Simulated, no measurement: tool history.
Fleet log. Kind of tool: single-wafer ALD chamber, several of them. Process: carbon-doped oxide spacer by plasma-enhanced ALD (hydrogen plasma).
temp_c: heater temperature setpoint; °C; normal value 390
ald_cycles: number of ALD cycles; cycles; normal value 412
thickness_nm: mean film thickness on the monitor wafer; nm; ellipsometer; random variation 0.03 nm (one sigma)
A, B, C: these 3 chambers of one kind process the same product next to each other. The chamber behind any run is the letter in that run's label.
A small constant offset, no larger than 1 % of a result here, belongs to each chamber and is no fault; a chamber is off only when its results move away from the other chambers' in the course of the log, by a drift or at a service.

| run | day | temp_c | ald_cycles | read-back reference wafer on the same gauge, thickness_nm | thickness_nm |
|---|---|---|---|---|---|
| 1C | 0.317 | 390 | 412 | 20.296 | 20.486 |
| 2B | 0.667 | 390 | 412 | 20.288 | 20.623 |
| 3A | 0.85 | 390 | 412 | 20.285 | 20.787 |
| 4C | 1.2 | 390 | 412 | 20.284 | 20.52 |
| 5B | 1.479 | 390 | 412 | 20.27 | 20.604 |
| 6A | 1.679 | 390 | 412 | 20.274 | 20.731 |
| 7C | 1.983 | 402 | 355 | 20.263 | 17.534 |
| 8A | 2.175 | 402 | 355 | 20.268 | 17.765 |
| 9B | 2.329 | 402 | 355 | 20.273 | 17.642 |
| 10A | 2.658 | 390 | 412 | 20.251 | 20.697 |
| 11B | 2.921 | 390 | 412 | 20.249 | 20.536 |
| 12C | 3.083 | 376 | 412 | 20.257 | 20.455 |
| 13C | 3.383 | 376 | 412 | 20.244 | 20.488 |
| 14A | 3.621 | 376 | 412 | 20.25 | 20.647 |
| 15B | 3.792 | 390 | 412 | 20.237 | 20.54 |
| 16C | 3.954 | 390 | 412 | 20.238 | 20.489 |
| 17B | 4.129 | 390 | 412 | 20.236 | 20.524 |
| 18A | 4.383 | 390 | 412 | 20.234 | 20.686 |
| 19C | 4.675 | 390 | 412 | 20.231 | 20.399 |
| 20B | 5.008 | 390 | 412 | 20.226 | 20.552 |
| 21A | 5.308 | 390 | 412 | 20.215 | 20.716 |
| 22B | 5.538 | 390 | 412 | 20.217 | 20.553 |
| 23C | 5.804 | 390 | 412 | 20.211 | 20.417 |
| 24A | 5.983 | 390 | 412 | 20.207 | 20.654 |
| 25B | 6.329 | 390 | 412 | 20.197 | 20.512 |
| 26A | 6.5 | 404 | 412 | 20.198 | 20.401 |
| 27C | 6.742 | 404 | 412 | 20.188 | 20.176 |
| 28A | 6.925 | 404 | 412 | 20.186 | 20.397 |
| 29C | 7.204 | 390 | 412 | 20.194 | 20.393 |
| 30B | 7.388 | 390 | 412 | 20.186 | 20.551 |
| 31B | 7.621 | 390 | 412 | 20.174 | 20.518 |

Each of the 3 chambers runs these same settings next. Fill in every chamber's results:
| 32A | 7.875 | 390 | 352 |  | ? |
| 32B | 7.875 | 390 | 352 |  | ? |
| 32C | 7.875 | 390 | 352 |  | ? |

| run | thickness_nm |
|---|---|
| 32A | 17.636 |
| 32B | 17.505 |
| 32C | 17.415 |
